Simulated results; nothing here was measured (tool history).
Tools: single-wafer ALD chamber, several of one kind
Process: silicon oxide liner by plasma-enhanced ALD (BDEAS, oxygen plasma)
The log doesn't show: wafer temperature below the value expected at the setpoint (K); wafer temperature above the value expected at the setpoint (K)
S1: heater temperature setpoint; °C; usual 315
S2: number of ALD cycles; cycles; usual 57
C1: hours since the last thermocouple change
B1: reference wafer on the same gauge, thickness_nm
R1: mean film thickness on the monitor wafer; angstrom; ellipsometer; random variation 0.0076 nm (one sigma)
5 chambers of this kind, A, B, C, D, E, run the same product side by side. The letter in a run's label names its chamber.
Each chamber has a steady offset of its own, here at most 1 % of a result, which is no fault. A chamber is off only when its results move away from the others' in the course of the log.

{"run": "1C", "day": 0.371, "S1": 315, "S2": 57, "C1": 1443.8, "B1": 6.1235, "R1": 51.501}
{"run": "2A", "day": 0.817, "S1": 315, "S2": 57, "C1": 2800.6, "B1": 6.1207, "R1": 52.076}
{"run": "3B", "day": 1.167, "S1": 315, "S2": 57, "C1": 2224, "B1": 6.1247, "R1": 52.003}
{"run": "4D", "day": 1.388, "S1": 315, "S2": 57, "C1": 523.6, "B1": 6.1225, "R1": 51.77}
{"run": "5E", "day": 1.683, "S1": 315, "S2": 57, "C1": 2493.4, "B1": 6.124, "R1": 51.395}
{"run": "6D", "day": 1.996, "S1": 315, "S2": 57, "C1": 538.2, "B1": 6.1246, "R1": 51.844}
{"run": "7A", "day": 2.221, "S1": 315, "S2": 57, "C1": 2834.3, "B1": 6.1273, "R1": 52.209}
{"run": "8C", "day": 2.471, "S1": 315, "S2": 57, "C1": 1494.2, "B1": 6.1285, "R1": 51.542}
{"run": "9B", "day": 2.908, "S1": 328, "S2": 57, "C1": 2265.8, "B1": 6.1275, "R1": 51.065}
{"run": "10E", "day": 3.217, "S1": 328, "S2": 57, "C1": 2530.2, "B1": 6.1298, "R1": 50.39}
{"run": "11C", "day": 3.562, "S1": 328, "S2": 57, "C1": 1520.4, "B1": 6.128, "R1": 50.767}
{"run": "12D", "day": 3.942, "S1": 328, "S2": 57, "C1": 584.9, "B1": 6.1304, "R1": 50.903}
{"run": "13B", "day": 4.367, "S1": 328, "S2": 57, "C1": 2300.8, "B1": 6.1321, "R1": 51.09}
{"run": "14A", "day": 4.754, "S1": 315, "S2": 57, "C1": 2895.1, "B1": 6.1339, "R1": 52.227}
{"run": "15E", "day": 5.096, "S1": 304, "S2": 57, "C1": 2575.3, "B1": 6.133, "R1": 52.284}
{"run": "16C", "day": 5.3, "S1": 304, "S2": 57, "C1": 1562.1, "B1": 6.1333, "R1": 52.623}
{"run": "17A", "day": 5.642, "S1": 304, "S2": 57, "C1": 2916.4, "B1": 6.1332, "R1": 53.121}
{"run": "18E", "day": 6.004, "S1": 304, "S2": 57, "C1": 2597.1, "B1": 6.1353, "R1": 52.25}
{"run": "19B", "day": 6.454, "S1": 304, "S2": 57, "C1": 2350.9, "B1": 6.1369, "R1": 53.011}
{"run": "20D", "day": 6.783, "S1": 315, "S2": 57, "C1": 653.1, "B1": 6.1376, "R1": 51.747}
{"run": "21B", "day": 7.062, "S1": 315, "S2": 57, "C1": 2365.5, "B1": 6.1402, "R1": 52.066}
{"run": "22C", "day": 7.462, "S1": 315, "S2": 57, "C1": 1614, "B1": 6.1418, "R1": 51.723}
{"run": "23A", "day": 7.779, "S1": 327, "S2": 57, "C1": 2967.7, "B1": 6.1407, "R1": 51.413}
{"run": "24D", "day": 8.254, "S1": 327, "S2": 57, "C1": 688.4, "B1": 6.1411, "R1": 51.078}
{"run": "25E", "day": 8.596, "S1": 327, "S2": 57, "C1": 2659.3, "B1": 6.1424, "R1": 50.713}
{"run": "26D", "day": 9.054, "S1": 327, "S2": 57, "C1": 707.6, "B1": 6.1425, "R1": 51.093}
{"run": "27E", "day": 9.325, "S1": 327, "S2": 57, "C1": 2676.8, "B1": 6.1448, "R1": 50.82}
{"run": "28B", "day": 9.729, "S1": 315, "S2": 57, "C1": 2429.5, "B1": 6.1481, "R1": 52.248}
{"run": "29C", "day": 10.083, "S1": 315, "S2": 57, "C1": 1676.9, "B1": 6.1461, "R1": 51.749}
{"day": 10.283, "done": "chamber A: thermocouple changed; heater temperature recalibrated"}
{"run": "30A", "day": 10.367, "S1": 324, "S2": 50, "C1": 2, "B1": 6.1477, "R1": 45.204}
{"day": 10.567, "done": "chamber E: thermocouple changed; heater temperature recalibrated"}
{"run": "31B", "day": 10.746, "S1": 324, "S2": 50, "C1": 2453.9, "B1": 6.1475, "R1": 45.301}
{"run": "32D", "day": 11.179, "S1": 324, "S2": 50, "C1": 758.6, "B1": 6.151, "R1": 45.071}
{"run": "33C", "day": 11.517, "S1": 324, "S2": 50, "C1": 1711.3, "B1": 6.1493, "R1": 44.981}
{"run": "34A", "day": 11.95, "S1": 324, "S2": 50, "C1": 40, "B1": 6.151, "R1": 45.418}
{"run": "35E", "day": 12.358, "S1": 315, "S2": 57, "C1": 43, "B1": 6.1543, "R1": 51.722}
{"run": "36C", "day": 12.608, "S1": 315, "S2": 57, "C1": 1737.5, "B1": 6.1531, "R1": 51.719}
{"run": "37D", "day": 13.029, "S1": 315, "S2": 57, "C1": 803, "B1": 6.1548, "R1": 52.027}
{"run": "38A", "day": 13.467, "S1": 315, "S2": 57, "C1": 76.4, "B1": 6.1575, "R1": 52.553}

What goes on in this fleet: one chamber off, a drifting gauge, or nothing beyond the chambers' own small offsets? Name the chamber and the cause, if any.

The gauge drifts, so all chambers seem to drift together. No chamber is off.
Cause: gauge reads high (%) = 0.6.
